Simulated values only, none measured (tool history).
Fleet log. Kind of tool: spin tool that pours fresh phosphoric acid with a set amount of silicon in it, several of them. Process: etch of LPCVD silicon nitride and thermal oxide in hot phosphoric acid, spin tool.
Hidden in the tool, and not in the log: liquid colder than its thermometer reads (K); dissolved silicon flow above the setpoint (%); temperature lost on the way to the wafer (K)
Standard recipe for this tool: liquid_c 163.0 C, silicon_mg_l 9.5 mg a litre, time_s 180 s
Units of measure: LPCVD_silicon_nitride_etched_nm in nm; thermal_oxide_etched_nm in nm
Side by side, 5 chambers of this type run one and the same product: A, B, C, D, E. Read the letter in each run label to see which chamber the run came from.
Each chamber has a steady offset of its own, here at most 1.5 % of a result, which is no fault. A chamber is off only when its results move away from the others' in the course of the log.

| run | hour | liquid_c | silicon_mg_l | time_s | hours since the thermometer was replaced | hours since the dissolved silicon flow meter was replaced | hours since the heated supply line was repaired | read-back film thickness of the LPCVD silicon nitride reference wafer, read on the same gauge (nm) | read-back film thickness of the thermal oxide reference wafer, read on the same gauge (nm) | LPCVD_silicon_nitride_etched_nm | thermal_oxide_etched_nm |
|---|---|---|---|---|---|---|---|---|---|---|---|
| 1B | 4.6 | 163.0 | 9.5 | 180 | 1908.9 | 278.1 | 2105.8 | 50.014 | 40.016 | 15.569 | 0.56630 |
| 2E | 11.1 | 163.0 | 9.5 | 180 | 390.3 | 2065.0 | 262.0 | 49.997 | 39.969 | 15.351 | 0.55442 |
|  | 19.3 | chamber D: thermometer replaced |
| 3D | 20.5 | 163.0 | 9.5 | 180 | 1.3 | 1302.2 | 518.4 | 49.985 | 40.002 | 15.490 | 0.54966 |
| 4A | 26.8 | 163.0 | 9.5 | 180 | 2977.8 | 361.8 | 1191.3 | 49.997 | 40.015 | 15.247 | 0.47560 |
| 5C | 35.6 | 163.0 | 9.5 | 180 | 596.1 | 963.5 | 1113.7 | 50.012 | 39.988 | 15.316 | 0.58424 |
| 6C | 42.6 | 163.0 | 9.5 | 180 | 603.1 | 970.5 | 1120.7 | 49.990 | 40.013 | 15.476 | 0.50606 |
| 7E | 49.8 | 161.5 | 9.5 | 130 | 429.0 | 2103.7 | 300.7 | 50.007 | 39.982 | 10.769 | 0.37629 |
| 8A | 55.3 | 161.5 | 9.5 | 130 | 3006.3 | 390.3 | 1219.8 | 49.983 | 40.010 | 10.597 | 0.36629 |
| 9B | 60.9 | 161.5 | 9.5 | 130 | 1965.2 | 334.4 | 2162.1 | 50.003 | 39.987 | 10.754 | 0.34545 |
|  | 63.1 | chamber C: dissolved silicon flow meter replaced |
|  | 64.4 | chamber B: thermometer replaced |
| 10D | 67.7 | 161.5 | 9.5 | 130 | 48.5 | 1349.4 | 565.6 | 49.998 | 39.997 | 10.713 | 0.31121 |
| 11D | 76.3 | 161.5 | 9.5 | 130 | 57.1 | 1358.0 | 574.2 | 49.995 | 39.979 | 10.773 | 0.33559 |
| 12A | 85.1 | 163.0 | 9.5 | 180 | 3036.1 | 420.1 | 1249.6 | 50.008 | 39.995 | 15.663 | 0.44759 |
| 13C | 91.1 | 162.0 | 9.5 | 180 | 651.6 | 28.1 | 1169.2 | 50.018 | 39.950 | 14.851 | 0.48521 |
|  | 91.6 | chamber A: thermometer replaced |
| 14E | 95.4 | 162.0 | 9.5 | 180 | 474.6 | 2149.3 | 346.3 | 50.002 | 39.987 | 14.792 | 0.48093 |
| 15B | 99.6 | 162.0 | 9.5 | 180 | 35.2 | 373.1 | 2200.8 | 50.000 | 40.013 | 15.401 | 0.49603 |
| 16A | 107.9 | 162.0 | 9.5 | 180 | 16.4 | 442.9 | 1272.4 | 50.028 | 39.966 | 15.023 | 0.49258 |
| 17E | 114.1 | 162.0 | 9.5 | 180 | 493.3 | 2168.0 | 365.0 | 50.011 | 40.019 | 15.080 | 0.46649 |
| 18C | 119.1 | 164.0 | 9.5 | 180 | 679.6 | 56.1 | 1197.2 | 49.996 | 40.011 | 15.356 | 0.51556 |
| 19B | 125.7 | 164.0 | 9.5 | 180 | 61.3 | 399.2 | 2226.9 | 49.993 | 39.992 | 16.147 | 0.54813 |
| 20D | 133.6 | 164.0 | 9.5 | 180 | 114.4 | 1415.3 | 631.5 | 49.986 | 40.023 | 16.067 | 0.66618 |
| 21D | 137.7 | 164.0 | 9.5 | 180 | 118.5 | 1419.4 | 635.6 | 49.999 | 40.035 | 16.241 | 0.57411 |
| 22C | 147.0 | 164.0 | 9.5 | 180 | 707.5 | 84.0 | 1225.1 | 49.997 | 39.982 | 15.491 | 0.51100 |
| 23E | 155.4 | 163.0 | 9.5 | 180 | 534.6 | 2209.3 | 406.3 | 50.005 | 40.001 | 15.440 | 0.51887 |
| 24B | 162.9 | 163.0 | 9.5 | 180 | 98.5 | 436.4 | 2264.1 | 49.999 | 40.016 | 15.760 | 0.54243 |
| 25A | 168.7 | 163.0 | 9.5 | 180 | 77.2 | 503.7 | 1333.2 | 50.004 | 39.985 | 15.931 | 0.56810 |
| 26B | 175.7 | 163.0 | 6.0 | 180 | 111.3 | 449.2 | 2276.9 | 50.004 | 39.991 | 15.746 | 0.49792 |
| 27E | 182.9 | 163.0 | 6.0 | 180 | 562.1 | 2236.8 | 433.8 | 50.004 | 39.981 | 15.502 | 0.56685 |
| 28A | 192.2 | 163.0 | 6.0 | 180 | 100.7 | 527.2 | 1356.7 | 49.991 | 40.006 | 15.550 | 0.47966 |
| 29C | 199.4 | 163.0 | 6.0 | 180 | 759.9 | 136.4 | 1277.5 | 50.000 | 40.020 | 14.589 | 0.40577 |
| 30D | 208.1 | 163.0 | 6.0 | 180 | 188.9 | 1489.8 | 706.0 | 49.973 | 40.011 | 15.471 | 0.52817 |
| 31D | 214.6 | 163.0 | 9.5 | 180 | 195.4 | 1496.3 | 712.5 | 49.986 | 39.982 | 15.712 | 0.58360 |
| 32C | 221.9 | 163.0 | 9.5 | 180 | 782.4 | 158.9 | 1300.0 | 50.000 | 40.002 | 14.213 | 0.41766 |

Is one chamber out of step, is the gauge drifting, or do the chambers differ by no more than their own small offsets? For an off chamber, give its letter and the likeliest cause.

Little by little, chamber C moves away from the other chambers.
Cause: temperature lost on the way to the wafer (K) = 3.2.

Below are 4 candidate recipes for chamber C's next run, each the usual settings with a change, their results shown as question marks. Which of them brings C's results back in line with what the other chambers give on the usual settings?
A result is in line if it is within this distance of the other chambers' mean on the usual settings: LPCVD_silicon_nitride_etched_nm 0.500 nm; thermal_oxide_etched_nm 0.12000 nm
| 33C-1 | 228.7 | 160.0 | 19.0 | 160 |  |  |  |  |  | ? | ? |
| 33C-2 | 228.7 | 164.5 | 5.0 | 190 |  |  |  |  |  | ? | ? |
| 33C-3 | 228.7 | 161.5 | 14.0 | 170 |  |  |  |  |  | ? | ? |
| 33C-4 | 228.7 | 166.0 | 0.0 | 200 |  |  |  |  |  | ? | ? |

On the usual settings, the other chambers give on average: LPCVD_silicon_nitride_etched_nm 15.588 nm; thermal_oxide_etched_nm 0.52180 nm
| run | LPCVD_silicon_nitride_etched_nm | thermal_oxide_etched_nm |
|---|---|---|
| 33C-1 | 11.387 | 0.22667 |
| 33C-2 | 15.725 | 0.52150 |
| 33C-3 | 12.727 | 0.30670 |
| 33C-4 | 17.394 | 0.67368 |
33C-2 is the one that brings the chamber's results back in line with the other chambers.
